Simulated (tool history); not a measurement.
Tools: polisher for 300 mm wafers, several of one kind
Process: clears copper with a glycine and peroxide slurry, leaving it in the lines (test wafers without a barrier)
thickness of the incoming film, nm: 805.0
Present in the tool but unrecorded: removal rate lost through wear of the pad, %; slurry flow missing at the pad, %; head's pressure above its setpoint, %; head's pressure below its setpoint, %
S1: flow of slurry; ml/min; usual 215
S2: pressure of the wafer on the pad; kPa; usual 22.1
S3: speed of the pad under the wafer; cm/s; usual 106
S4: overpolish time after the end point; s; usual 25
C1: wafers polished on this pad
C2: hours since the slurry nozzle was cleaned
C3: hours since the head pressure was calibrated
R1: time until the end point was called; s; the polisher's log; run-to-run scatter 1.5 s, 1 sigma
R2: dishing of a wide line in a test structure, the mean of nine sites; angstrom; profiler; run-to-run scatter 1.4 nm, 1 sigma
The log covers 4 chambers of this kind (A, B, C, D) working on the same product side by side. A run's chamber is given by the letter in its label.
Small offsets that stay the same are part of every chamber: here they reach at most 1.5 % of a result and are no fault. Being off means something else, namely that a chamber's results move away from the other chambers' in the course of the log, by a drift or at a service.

{"run": "1D", "hour": 10.5, "S1": 215, "S2": 22.1, "S3": 106, "S4": 25, "C1": 317, "C2": 144.9, "C3": 320.4, "R1": 118.56, "R2": 802.05}
{"hour": 15.8, "done": "chamber B: worn pad replaced by a new one"}
{"run": "2B", "hour": 21.3, "S1": 215, "S2": 22.1, "S3": 106, "S4": 25, "C1": 24, "C2": 735.9, "C3": 756.8, "R1": 116.97, "R2": 799.55}
{"run": "3C", "hour": 26.5, "S1": 215, "S2": 22.1, "S3": 106, "S4": 25, "C1": 152, "C2": 46.1, "C3": 188.7, "R1": 120.09, "R2": 797.36}
{"run": "4A", "hour": 32.4, "S1": 215, "S2": 22.1, "S3": 106, "S4": 25, "C1": 633, "C2": 233.8, "C3": 252.2, "R1": 117.38, "R2": 805.87}
{"run": "5C", "hour": 41.2, "S1": 215, "S2": 22.1, "S3": 106, "S4": 25, "C1": 216, "C2": 60.8, "C3": 203.4, "R1": 115.44, "R2": 787.02}
{"hour": 47.0, "done": "chamber A: slurry nozzle cleaned"}
{"run": "6A", "hour": 50.9, "S1": 215, "S2": 22.1, "S3": 106, "S4": 25, "C1": 715, "C2": 3.9, "C3": 270.7, "R1": 115.14, "R2": 763.58}
{"run": "7B", "hour": 58.3, "S1": 215, "S2": 22.1, "S3": 106, "S4": 25, "C1": 186, "C2": 772.9, "C3": 793.8, "R1": 118.73, "R2": 773.11}
{"run": "8D", "hour": 68.7, "S1": 215, "S2": 22.1, "S3": 106, "S4": 25, "C1": 572, "C2": 203.1, "C3": 378.6, "R1": 119.1, "R2": 812.45}
{"run": "9B", "hour": 74.4, "S1": 215, "S2": 22.1, "S3": 106, "S4": 25, "C1": 257, "C2": 789, "C3": 809.9, "R1": 120.08, "R2": 785.78}
{"run": "10A", "hour": 84.5, "S1": 215, "S2": 28.3, "S3": 106, "S4": 16, "C1": 862, "C2": 37.5, "C3": 304.3, "R1": 94.762, "R2": 704.57}
{"run": "11C", "hour": 91.9, "S1": 215, "S2": 28.3, "S3": 106, "S4": 16, "C1": 439, "C2": 111.5, "C3": 254.1, "R1": 95.512, "R2": 716.85}
{"hour": 93.0, "done": "chamber D: slurry nozzle cleaned"}
{"hour": 94.6, "done": "chamber A: worn pad replaced by a new one"}
{"run": "12D", "hour": 96.7, "S1": 215, "S2": 28.3, "S3": 106, "S4": 16, "C1": 695, "C2": 3.8, "C3": 406.6, "R1": 95.233, "R2": 692.47}
{"run": "13D", "hour": 106.1, "S1": 215, "S2": 28.3, "S3": 106, "S4": 16, "C1": 737, "C2": 13.2, "C3": 416, "R1": 96.302, "R2": 684.23}
{"run": "14C", "hour": 114.0, "S1": 170, "S2": 22.1, "S3": 106, "S4": 25, "C1": 536, "C2": 133.6, "C3": 276.2, "R1": 121.98, "R2": 793.63}
{"hour": 120.8, "done": "chamber B: slurry nozzle cleaned"}
{"run": "15A", "hour": 121.5, "S1": 170, "S2": 22.1, "S3": 106, "S4": 25, "C1": 118, "C2": 74.5, "C3": 341.3, "R1": 121.57, "R2": 755.8}
{"run": "16B", "hour": 132.3, "S1": 170, "S2": 22.1, "S3": 106, "S4": 25, "C1": 511, "C2": 11.6, "C3": 867.8, "R1": 123.61, "R2": 766.85}
{"run": "17A", "hour": 139.5, "S1": 170, "S2": 22.1, "S3": 106, "S4": 25, "C1": 197, "C2": 92.5, "C3": 359.3, "R1": 121.37, "R2": 765.42}
{"run": "18D", "hour": 148.7, "S1": 215, "S2": 22.1, "S3": 106, "S4": 25, "C1": 924, "C2": 55.8, "C3": 458.6, "R1": 126.23, "R2": 782.06}
{"run": "19C", "hour": 159.4, "S1": 215, "S2": 22.1, "S3": 106, "S4": 25, "C1": 735, "C2": 179, "C3": 321.6, "R1": 116.17, "R2": 788.24}
{"hour": 162.2, "done": "chamber B: head pressure recalibrated"}
{"run": "20B", "hour": 164.9, "S1": 245, "S2": 22.1, "S3": 106, "S4": 34, "C1": 654, "C2": 44.2, "C3": 2.8, "R1": 116.89, "R2": 940.26}
{"run": "21B", "hour": 173.1, "S1": 245, "S2": 22.1, "S3": 106, "S4": 34, "C1": 690, "C2": 52.4, "C3": 11, "R1": 113.92, "R2": 884.61}
{"hour": 179.4, "done": "chamber B: worn pad replaced by a new one"}
{"run": "22A", "hour": 182.4, "S1": 245, "S2": 22.1, "S3": 106, "S4": 34, "C1": 385, "C2": 135.4, "C3": 402.2, "R1": 114.24, "R2": 884.2}
{"run": "23D", "hour": 192.3, "S1": 245, "S2": 22.1, "S3": 106, "S4": 34, "C1": 1115, "C2": 99.4, "C3": 502.2, "R1": 125.93, "R2": 897.46}
{"run": "24C", "hour": 202.7, "S1": 215, "S2": 22.1, "S3": 106, "S4": 25, "C1": 926, "C2": 222.3, "C3": 364.9, "R1": 115.6, "R2": 800.47}
{"run": "25D", "hour": 212.2, "S1": 240, "S2": 22.1, "S3": 106, "S4": 25, "C1": 1203, "C2": 119.3, "C3": 522.1, "R1": 126.15, "R2": 764.22}
{"run": "26B", "hour": 222.8, "S1": 240, "S2": 22.1, "S3": 106, "S4": 25, "C1": 190, "C2": 102.1, "C3": 60.7, "R1": 116.87, "R2": 795.61}
{"hour": 229.2, "done": "chamber C: slurry nozzle cleaned"}
{"run": "27C", "hour": 233.3, "S1": 240, "S2": 22.1, "S3": 106, "S4": 25, "C1": 1060, "C2": 4.2, "C3": 395.5, "R1": 116.45, "R2": 828.07}
{"hour": 238.6, "done": "chamber C: worn pad replaced by a new one"}
{"run": "28A", "hour": 241.8, "S1": 240, "S2": 22.1, "S3": 106, "S4": 25, "C1": 646, "C2": 194.8, "C3": 461.6, "R1": 115.82, "R2": 783.15}
{"hour": 242.4, "done": "chamber A: slurry nozzle cleaned"}
{"run": "29D", "hour": 251.8, "S1": 215, "S2": 22.1, "S3": 106, "S4": 25, "C1": 1377, "C2": 158.9, "C3": 561.7, "R1": 129.04, "R2": 741.4}
{"run": "30C", "hour": 257.1, "S1": 215, "S2": 22.1, "S3": 106, "S4": 25, "C1": 81, "C2": 28, "C3": 419.3, "R1": 116.15, "R2": 808.59}
{"run": "31B", "hour": 264.9, "S1": 215, "S2": 22.1, "S3": 106, "S4": 25, "C1": 375, "C2": 144.2, "C3": 102.8, "R1": 119.67, "R2": 795.18}
{"hour": 265.4, "done": "chamber A: worn pad replaced by a new one"}
{"run": "32A", "hour": 271.8, "S1": 215, "S2": 22.1, "S3": 106, "S4": 25, "C1": 28, "C2": 29.4, "C3": 491.6, "R1": 117.51, "R2": 762.61}
{"run": "33C", "hour": 281.8, "S1": 215, "S2": 22.1, "S3": 106, "S4": 25, "C1": 189, "C2": 52.7, "C3": 444, "R1": 117.2, "R2": 798.61}
{"run": "34B", "hour": 287.1, "S1": 215, "S2": 22.1, "S3": 106, "S4": 25, "C1": 473, "C2": 166.4, "C3": 125, "R1": 118.6, "R2": 793.06}
{"run": "35D", "hour": 292.7, "S1": 215, "S2": 22.1, "S3": 106, "S4": 25, "C1": 1556, "C2": 199.8, "C3": 602.6, "R1": 135.18, "R2": 734.27}
{"run": "36A", "hour": 303.7, "S1": 215, "S2": 22.1, "S3": 106, "S4": 25, "C1": 168, "C2": 61.3, "C3": 523.5, "R1": 115.68, "R2": 786.47}

Is one chamber off against the others, does the gauge drift, or is nothing wrong? If a chamber is off, say which, and what the likeliest cause is.

Chamber D drifts away from the others.
What lies behind it: removal rate lost through wear of the pad, % = 11.8.
The log may not separate it from: head's pressure below its setpoint, %.

Which of the 4 candidates below, each the usual settings with something changed and its results left as question marks, puts chamber D back in line with what the other chambers give on the usual settings?
In line means no further than this from the other chambers' mean on the usual settings: R1 5.3 s; R2 50 angstrom
{"run": "37D-1", "hour": 311.6, "S1": 220, "S2": 25.5, "S3": 122, "S4": 25, "R1": "?", "R2": "?"}
{"run": "37D-2", "hour": 311.6, "S1": 210, "S2": 19.3, "S3": 90, "S4": 26, "R1": "?", "R2": "?"}
{"run": "37D-3", "hour": 311.6, "S1": 215, "S2": 23.4, "S3": 114, "S4": 25, "R1": "?", "R2": "?"}
{"run": "37D-4", "hour": 311.6, "S1": 215, "S2": 20.7, "S3": 98, "S4": 25, "R1": "?", "R2": "?"}

The mean the other chambers reach with the usual settings: R1 117.51 s; R2 790.22 angstrom
run=37D-1 R1=104.01 R2=825.49
run=37D-2 R1=172.12 R2=648.06
run=37D-3 R1=119.3 R2=773.37
run=37D-4 R1=151.11 R2=682.49
With 37D-3, the chamber falls back in line with the rest.

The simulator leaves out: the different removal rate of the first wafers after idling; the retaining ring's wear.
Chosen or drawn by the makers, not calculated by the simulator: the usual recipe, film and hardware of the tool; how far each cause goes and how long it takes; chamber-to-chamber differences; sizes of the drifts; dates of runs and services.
